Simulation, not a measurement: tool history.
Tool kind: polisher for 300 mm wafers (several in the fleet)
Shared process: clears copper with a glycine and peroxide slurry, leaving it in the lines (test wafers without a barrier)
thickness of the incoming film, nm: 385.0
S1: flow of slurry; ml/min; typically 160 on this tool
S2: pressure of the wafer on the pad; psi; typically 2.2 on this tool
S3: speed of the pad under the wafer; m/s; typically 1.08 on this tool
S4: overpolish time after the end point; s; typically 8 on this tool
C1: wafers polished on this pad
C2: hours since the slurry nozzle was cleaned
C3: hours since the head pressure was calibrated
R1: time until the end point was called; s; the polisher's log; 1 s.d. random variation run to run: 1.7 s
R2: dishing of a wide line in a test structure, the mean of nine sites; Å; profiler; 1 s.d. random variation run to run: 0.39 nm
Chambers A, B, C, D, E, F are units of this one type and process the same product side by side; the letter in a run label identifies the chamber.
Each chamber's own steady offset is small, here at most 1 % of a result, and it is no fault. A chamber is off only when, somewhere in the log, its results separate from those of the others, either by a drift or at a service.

run	hour	S1	S2	S3	S4	C1	C2	C3	R1	R2
# hour 0.6: chamber C: worn pad replaced by a new one
1D	8.6	160	2.2	1.08	8	318	309.8	1191.2	92.025	242.52
2B	17.5	160	2.2	1.08	8	374	66.5	976.3	91.426	244.58
3C	27.6	160	2.2	1.08	8	188	409.1	96.1	93.57	240.92
4F	37.1	160	2.2	1.08	8	962	472.8	243.4	95.59	243.07
5A	42	160	2.2	1.08	8	719	474.6	191.8	90.564	241.65
# hour 46.8: chamber F: slurry nozzle cleaned
6E	47.2	135	2.2	1.08	8	532	59.3	114.8	96.346	236.02
# hour 49.3: chamber E: worn pad replaced by a new one
# hour 50.2: chamber D: worn pad replaced by a new one
7E	52.2	135	2.2	1.08	8	20	64.3	119.8	94.408	237.32
# hour 60.6: chamber F: worn pad replaced by a new one
8F	62.9	135	2.2	1.08	8	16	16.1	269.2	95.534	236.34
9B	69.8	135	2.2	1.08	8	738	118.8	1028.6	96.76	235.59
10C	74.9	135	2.2	1.08	8	517	456.4	143.4	95.48	240.5
11A	81.4	135	2.2	1.08	8	994	514	231.2	95.892	235.94
12D	89.9	160	2.2	1.08	8	276	391.1	1272.5	92.865	244.39
# hour 91.4: chamber C: worn pad replaced by a new one
13E	98.6	160	2.2	1.08	8	343	110.7	166.2	91.797	240.71
14F	105	160	2.2	1.08	8	309	58.2	311.3	90.335	242.61
# hour 110.8: chamber A: worn pad replaced by a new one
15C	110.8	160	1.5	1.08	8	135	492.3	179.3	128.66	185.13
16A	117	160	1.5	1.08	8	43	549.6	266.8	124.63	183.98
# hour 124.3: chamber E: worn pad replaced by a new one
17D	125.7	160	1.5	1.08	8	526	426.9	1308.3	122.13	181.46
18B	135.7	160	1.5	1.08	8	1197	184.7	1094.5	125.32	188.57
# hour 136.5: chamber D: worn pad replaced by a new one
19E	141.8	160	1.5	1.08	8	122	153.9	209.4	125.09	186.86
20A	150.7	160	1.5	1.08	8	277	583.3	300.5	123.6	184.7
21D	160.9	160	2.2	1.08	8	170	462.1	1343.5	94.686	240.42
# hour 171.1: chamber B: worn pad replaced by a new one
22B	171.8	160	2.2	1.08	8	4	220.8	1130.6	92.139	249.04
23C	181.3	160	2.2	1.08	8	626	562.8	249.8	94.682	241.17
24F	188.3	160	2.2	1.08	8	889	141.5	394.6	92.919	241.46
# hour 189.3: chamber E: worn pad replaced by a new one
# hour 192.7: chamber F: worn pad replaced by a new one
# hour 195.9: chamber B: slurry nozzle cleaned
25A	196	160	2.5	0.74	8	593	628.6	345.8	110.69	201.99
# hour 198.8: chamber C: worn pad replaced by a new one
26D	202.7	160	2.5	0.74	8	461	503.9	1385.3	114.14	196.43
# hour 204.7: chamber A: head pressure recalibrated
27E	208.7	160	2.5	0.74	8	135	220.8	276.3	113.2	207.72
# hour 217.1: chamber A: slurry nozzle cleaned
28B	217.3	160	2.5	0.74	8	321	21.4	1176.1	112.35	206.95
# hour 218.8: chamber D: worn pad replaced by a new one
# hour 222.7: chamber D: head pressure recalibrated
29F	225.4	160	2.5	0.74	8	228	178.6	431.7	113.21	203.26
30C	231.2	160	2.5	0.74	8	225	612.7	299.7	112.19	199.34
31C	237.8	160	2.2	1.08	8	271	619.3	306.3	93.435	242.84
32B	245.6	160	2.5	1.08	8	518	49.7	1204.4	81.443	268.01
33D	252.6	160	2.5	1.08	8	235	553.8	29.9	84.574	262.79
# hour 253.2: chamber E: worn pad replaced by a new one
34A	262.2	160	2.5	1.08	8	1054	45.2	57.5	83.403	262.69
# hour 262.8: chamber D: slurry nozzle cleaned
35E	269.9	160	2.5	1.08	8	116	282	337.5	83.888	268.46
36F	279.6	160	2.5	1.08	8	605	232.8	485.9	83.56	272.18
# hour 287.9: chamber C: worn pad replaced by a new one
37D	288.9	160	2.5	1.08	8	488	26.1	66.2	83.028	273.66
38C	293.8	160	2.2	1.08	8	41	675.3	362.3	96.621	242.03
39F	304.3	160	2.2	1.08	8	777	257.5	510.6	93.398	236.61

What goes on in this fleet: one chamber off, a drifting gauge, or nothing beyond the chambers' own small offsets? Name the chamber and the cause, if any.

No chamber is off and the gauge is stable; the differences are just each chamber's small, constant offset.

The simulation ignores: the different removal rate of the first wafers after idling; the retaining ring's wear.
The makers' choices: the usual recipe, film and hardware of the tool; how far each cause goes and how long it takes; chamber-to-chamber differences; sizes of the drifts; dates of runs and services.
